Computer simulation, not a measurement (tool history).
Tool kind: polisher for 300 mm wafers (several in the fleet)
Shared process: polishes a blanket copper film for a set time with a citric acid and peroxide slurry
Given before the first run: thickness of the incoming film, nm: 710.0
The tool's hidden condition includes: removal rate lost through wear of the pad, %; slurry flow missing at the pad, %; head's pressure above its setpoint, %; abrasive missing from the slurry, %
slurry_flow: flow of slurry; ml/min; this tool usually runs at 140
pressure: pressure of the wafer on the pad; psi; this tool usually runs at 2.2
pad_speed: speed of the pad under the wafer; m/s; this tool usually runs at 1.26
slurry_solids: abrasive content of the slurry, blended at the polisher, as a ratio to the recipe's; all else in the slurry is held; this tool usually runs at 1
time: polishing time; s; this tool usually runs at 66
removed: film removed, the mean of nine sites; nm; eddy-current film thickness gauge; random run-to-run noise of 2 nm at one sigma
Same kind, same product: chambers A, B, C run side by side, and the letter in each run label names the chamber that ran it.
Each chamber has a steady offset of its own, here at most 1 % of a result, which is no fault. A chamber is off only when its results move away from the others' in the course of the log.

run	hour	slurry_flow	pressure	pad_speed	slurry_solids	time	wafers polished on this pad	hours since the slurry nozzle was cleaned	hours since the head pressure was calibrated	hours since the slurry blender was calibrated	removed
1A	13.7	140	2.2	1.26	1	66	331	265.6	221	299	135.24
# hour 18.9: chamber C: worn pad replaced by a new one
2B	24.8	140	2.2	1.26	1	66	926	577.5	102.5	261.5	133.88
# hour 29.3: chamber B: slurry blender recalibrated
# hour 34.1: chamber C: slurry blender recalibrated
# hour 37.8: chamber A: slurry blender recalibrated
3C	40	140	2.2	1.26	1	66	162	81.1	575.2	5.9	133.42
4B	51	140	2.2	1.26	1	66	1127	603.7	128.7	21.8	136.63
# hour 56.5: chamber B: worn pad replaced by a new one
5A	61.9	140	2.2	1.26	1	66	702	313.8	269.2	24.1	133
6C	69.5	140	2.2	1.26	1	66	389	110.6	604.7	35.4	136.51
7C	78.7	140	2.2	1.26	1	66	459	119.8	613.9	44.6	136.82
# hour 84.7: chamber C: worn pad replaced by a new one
8A	93	140	2.2	1.26	1	66	941	344.9	300.3	55.2	135.39
9B	107.6	140	2.2	1.26	1	66	392	660.3	185.3	78.4	135.03
10A	116.9	140	2.2	1.26	1	66	1125	368.8	324.2	79.1	134.89
11C	133	140	1.9	1.26	0.8	66	371	174.1	668.2	98.9	112.09
12B	148.3	140	1.9	1.26	0.8	66	705	701	226	119.1	109.78
# hour 148.4: chamber C: worn pad replaced by a new one
13C	164.5	140	1.9	1.26	0.8	66	124	205.6	699.7	130.4	112.82
# hour 170.2: chamber A: slurry nozzle cleaned
14A	173.5	140	2.2	1.26	1	66	1560	3.3	380.8	135.7	131.59
# hour 180.4: chamber C: slurry blender recalibrated
15B	181.3	140	2.2	1.26	1	66	959	734	259	152.1	131.22
16C	193	140	2.2	1.26	1	66	343	234.1	728.2	12.6	133.34
17A	208.6	140	2.2	1.26	1	66	1830	38.4	415.9	170.8	130.65
# hour 214.9: chamber B: worn pad replaced by a new one
18B	216.3	140	2.2	1.26	1	66	10	769	294	187.1	136.35
# hour 216.4: chamber C: worn pad replaced by a new one
19B	228.5	140	2.2	1.26	1	66	104	781.2	306.2	199.3	132.76
# hour 242.8: chamber B: slurry nozzle cleaned
20A	243.6	140	2.2	1.26	1	66	2099	73.4	450.9	205.8	125.79
21C	256.9	140	2.2	1.26	1	66	312	298	792.1	76.5	134.36
22C	265.6	140	2.2	1.26	1	66	378	306.7	800.8	85.2	134.8
23B	272.9	140	2.2	1.26	1	54	446	30.1	350.6	243.7	108.05
# hour 281.9: chamber B: slurry blender recalibrated
# hour 284.7: chamber C: worn pad replaced by a new one
24A	288.7	140	2.2	1.26	1	54	2445	118.5	496	250.9	101.75
25C	301.9	140	2.2	1.26	1	54	132	343	837.1	121.5	112.39
26B	310.3	140	2.2	1.26	1	66	733	67.5	388	28.4	131.42
# hour 320.1: chamber C: slurry blender recalibrated
27A	320.8	140	2.2	1.26	1	66	2692	150.6	528.1	283	121.92
28C	330.1	140	2.2	1.26	1	66	349	371.2	865.3	10.1	134.79
29A	340.5	140	2.2	1.26	1	66	2844	170.3	547.8	302.7	121.38
30B	351.8	140	2.2	1.26	1	66	1052	109	429.5	69.9	135.42

Is one chamber out of step, is the gauge drifting, or do the chambers differ by no more than their own small offsets? For an off chamber, give its letter and the likeliest cause.

Little by little, chamber A moves away from the other chambers.
Cause: removal rate lost through wear of the pad, % = 11.4.
It could be hard to tell apart here from: head's pressure below its setpoint, %.

Here are 4 candidates for chamber A's next run, each the usual settings with a change, their results left as question marks. Which one brings its results back in line with what the others give on the usual settings?
Counts as in line when no further than this from what the other chambers average on the usual settings: removed 6.8 nm
31A-1	363.7	140	2.2	1.26	1	67					?
31A-2	363.7	140	2.3	1.34	1	66					?
31A-3	363.7	140	2.2	1.2	1	62					?
31A-4	363.7	140	2.2	1.24	1	65					?

What the other chambers average on the usual settings: removed 133.82 nm
run	removed
31A-1	120.72
31A-2	132.07
31A-3	106.45
31A-4	115.28
31A-2 brings the chamber back in line.

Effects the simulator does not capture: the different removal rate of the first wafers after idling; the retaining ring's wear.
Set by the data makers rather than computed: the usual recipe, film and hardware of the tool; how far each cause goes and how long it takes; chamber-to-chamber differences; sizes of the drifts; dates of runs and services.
